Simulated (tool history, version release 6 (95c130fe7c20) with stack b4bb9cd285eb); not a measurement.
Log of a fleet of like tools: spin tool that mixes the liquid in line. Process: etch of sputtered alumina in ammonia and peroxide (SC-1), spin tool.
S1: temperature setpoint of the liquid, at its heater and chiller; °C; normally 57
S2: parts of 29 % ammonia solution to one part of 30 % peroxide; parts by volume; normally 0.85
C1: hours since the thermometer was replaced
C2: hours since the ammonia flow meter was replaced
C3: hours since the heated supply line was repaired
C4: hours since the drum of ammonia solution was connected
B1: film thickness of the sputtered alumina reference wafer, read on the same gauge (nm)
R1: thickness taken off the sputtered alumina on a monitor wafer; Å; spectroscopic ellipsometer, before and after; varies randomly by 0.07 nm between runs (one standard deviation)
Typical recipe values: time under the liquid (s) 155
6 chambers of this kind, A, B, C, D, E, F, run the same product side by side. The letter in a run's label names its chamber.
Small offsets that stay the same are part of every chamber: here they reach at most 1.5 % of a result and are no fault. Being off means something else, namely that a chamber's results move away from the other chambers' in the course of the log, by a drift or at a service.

Run 1D, hour 6.7: usual settings; C1 22.5; C2 1235.3; C3 133.3; C4 233.6; B1 30.008. Result: R1 103.900 Å.
Run 2E, hour 12.8: usual settings; C1 424.7; C2 1777.1; C3 774.4; C4 286.9; B1 30.001. Result: R1 104.760 Å.
Run 3B, hour 20.6: usual settings; C1 1106.2; C2 80.8; C3 3150.4; C4 515.5; B1 30.012. Result: R1 106.280 Å.
Run 4A, hour 28.3: usual settings; C1 860.5; C2 216.9; C3 357.0; C4 143.3; B1 30.012. Result: R1 106.200 Å.
Run 5C, hour 35.8: usual settings; C1 1304.5; C2 754.7; C3 720.9; C4 949.3; B1 29.976. Result: R1 105.290 Å.
At hour 38.7: chamber C: new drum of ammonia solution connected.
Run 6F, hour 46.4: usual settings but time under the liquid (s) 115; C1 937.3; C2 418.1; C3 300.0; C4 551.5; B1 29.962. Result: R1 79.475 Å.
Run 7A, hour 57.1: usual settings but time under the liquid (s) 115; C1 889.3; C2 245.7; C3 385.8; C4 172.1; B1 29.959. Result: R1 78.751 Å.
Run 8F, hour 66.9: usual settings but time under the liquid (s) 115; C1 957.8; C2 438.6; C3 320.5; C4 572.0; B1 30.000. Result: R1 78.589 Å.
Run 9C, hour 78.1: usual settings but time under the liquid (s) 115; C1 1346.8; C2 797.0; C3 763.2; C4 39.4; B1 30.008. Result: R1 77.920 Å.
Run 10D, hour 83.3: usual settings but time under the liquid (s) 115; C1 99.1; C2 1311.9; C3 209.9; C4 310.2; B1 29.989. Result: R1 78.496 Å.
Run 11B, hour 90.4: usual settings but time under the liquid (s) 115; C1 1176.0; C2 150.6; C3 3220.2; C4 585.3; B1 29.968. Result: R1 78.547 Å.
Run 12E, hour 98.8: usual settings; C1 510.7; C2 1863.1; C3 860.4; C4 372.9; B1 30.012. Result: R1 104.410 Å.
Run 13B, hour 104.6: usual settings; C1 1190.2; C2 164.8; C3 3234.4; C4 599.5; B1 29.982. Result: R1 106.570 Å.
Run 14A, hour 111.0: usual settings; C1 943.2; C2 299.6; C3 439.7; C4 226.0; B1 29.994. Result: R1 105.070 Å.
Run 15F, hour 118.6: usual settings; C1 1009.5; C2 490.3; C3 372.2; C4 623.7; B1 30.031. Result: R1 104.950 Å.
Run 16D, hour 125.6: usual settings; C1 141.4; C2 1354.2; C3 252.2; C4 352.5; B1 30.043. Result: R1 105.350 Å.
Run 17C, hour 133.3: usual settings; C1 1402.0; C2 852.2; C3 818.4; C4 94.6; B1 30.009. Result: R1 105.410 Å.
Run 18E, hour 143.3: usual settings; C1 555.2; C2 1907.6; C3 904.9; C4 417.4; B1 29.991. Result: R1 104.050 Å.
Run 19A, hour 154.1: usual settings; C1 986.3; C2 342.7; C3 482.8; C4 269.1; B1 30.007. Result: R1 105.200 Å.
At hour 156.6: chamber B: thermometer replaced.
Run 20B, hour 164.0: usual settings; C1 7.4; C2 224.2; C3 3293.8; C4 658.9; B1 29.995. Result: R1 105.930 Å.
Run 21C, hour 170.0: usual settings; C1 1438.7; C2 888.9; C3 855.1; C4 131.3; B1 30.019. Result: R1 105.800 Å.
Run 22D, hour 176.3: usual settings; C1 192.1; C2 1404.9; C3 302.9; C4 403.2; B1 30.012. Result: R1 105.600 Å.
Run 23E, hour 183.2: usual settings; C1 595.1; C2 1947.5; C3 944.8; C4 457.3; B1 29.966. Result: R1 105.400 Å.
Run 24F, hour 192.5: usual settings but S2 0.60 parts by volume; C1 1083.4; C2 564.2; C3 446.1; C4 697.6; B1 29.999. Result: R1 98.075 Å.
Run 25C, hour 199.6: usual settings but S2 0.60 parts by volume; C1 1468.3; C2 918.5; C3 884.7; C4 160.9; B1 30.030. Result: R1 102.950 Å.
Run 26D, hour 210.2: usual settings but S2 0.60 parts by volume; C1 226.0; C2 1438.8; C3 336.8; C4 437.1; B1 29.997. Result: R1 102.580 Å.
Run 27A, hour 215.7: usual settings but S2 0.60 parts by volume; C1 1047.9; C2 404.3; C3 544.4; C4 330.7; B1 30.027. Result: R1 101.810 Å.
Run 28E, hour 221.7: usual settings but S2 0.60 parts by volume; C1 633.6; C2 1986.0; C3 983.3; C4 495.8; B1 29.999. Result: R1 102.460 Å.
At hour 227.2: chamber A: new drum of ammonia solution connected.
Run 29F, hour 231.1: usual settings but S2 0.60 parts by volume; C1 1122.0; C2 602.8; C3 484.7; C4 736.2; B1 29.981. Result: R1 99.080 Å.
Run 30B, hour 241.4: usual settings; C1 84.8; C2 301.6; C3 3371.2; C4 736.3; B1 29.971. Result: R1 105.230 Å.
Run 31B, hour 247.5: usual settings; C1 90.9; C2 307.7; C3 3377.3; C4 742.4; B1 29.999. Result: R1 106.130 Å.
Run 32C, hour 256.2: usual settings; C1 1524.9; C2 975.1; C3 941.3; C4 217.5; B1 29.995. Result: R1 104.970 Å.
Run 33E, hour 263.3: usual settings; C1 675.2; C2 2027.6; C3 1024.9; C4 537.4; B1 30.010. Result: R1 104.800 Å.
Run 34D, hour 274.5: usual settings but S1 50 °C; C1 290.3; C2 1503.1; C3 401.1; C4 501.4; B1 29.981. Result: R1 72.626 Å.
Run 35F, hour 284.2: usual settings but S1 50 °C; C1 1175.1; C2 655.9; C3 537.8; C4 789.3; B1 29.995. Result: R1 67.774 Å.
Run 36A, hour 291.6: usual settings but S1 50 °C; C1 1123.8; C2 480.2; C3 620.3; C4 64.4; B1 30.006. Result: R1 72.533 Å.
At hour 300.7: chamber E: heated supply line repaired.
Run 37E, hour 302.1: usual settings but S1 50 °C; C1 714.0; C2 2066.4; C3 1.5; C4 576.2; B1 29.998. Result: R1 72.861 Å.
Run 38A, hour 312.4: usual settings but S1 50 °C; C1 1144.6; C2 501.0; C3 641.1; C4 85.2; B1 29.975. Result: R1 72.093 Å.
Run 39F, hour 323.5: usual settings but S1 50 °C; C1 1214.4; C2 695.2; C3 577.1; C4 828.6; B1 30.031. Result: R1 68.150 Å.
Run 40C, hour 329.7: usual settings; C1 1598.4; C2 1048.6; C3 1014.8; C4 291.0; B1 29.978. Result: R1 105.910 Å.

Next, all 6 chambers run the settings below, one line each with question marks for the results. What does each chamber give?
Run 41A, hour 338.3: usual settings. Result: R1 ?.
Run 41B, hour 338.3: usual settings. Result: R1 ?.
Run 41C, hour 338.3: usual settings. Result: R1 ?.
Run 41D, hour 338.3: usual settings. Result: R1 ?.
Run 41E, hour 338.3: usual settings. Result: R1 ?.
Run 41F, hour 338.3: usual settings. Result: R1 ?.

run       R1
41A  105.200
41B  105.500
41C  104.330
41D  104.870
41E  104.350
41F   98.141
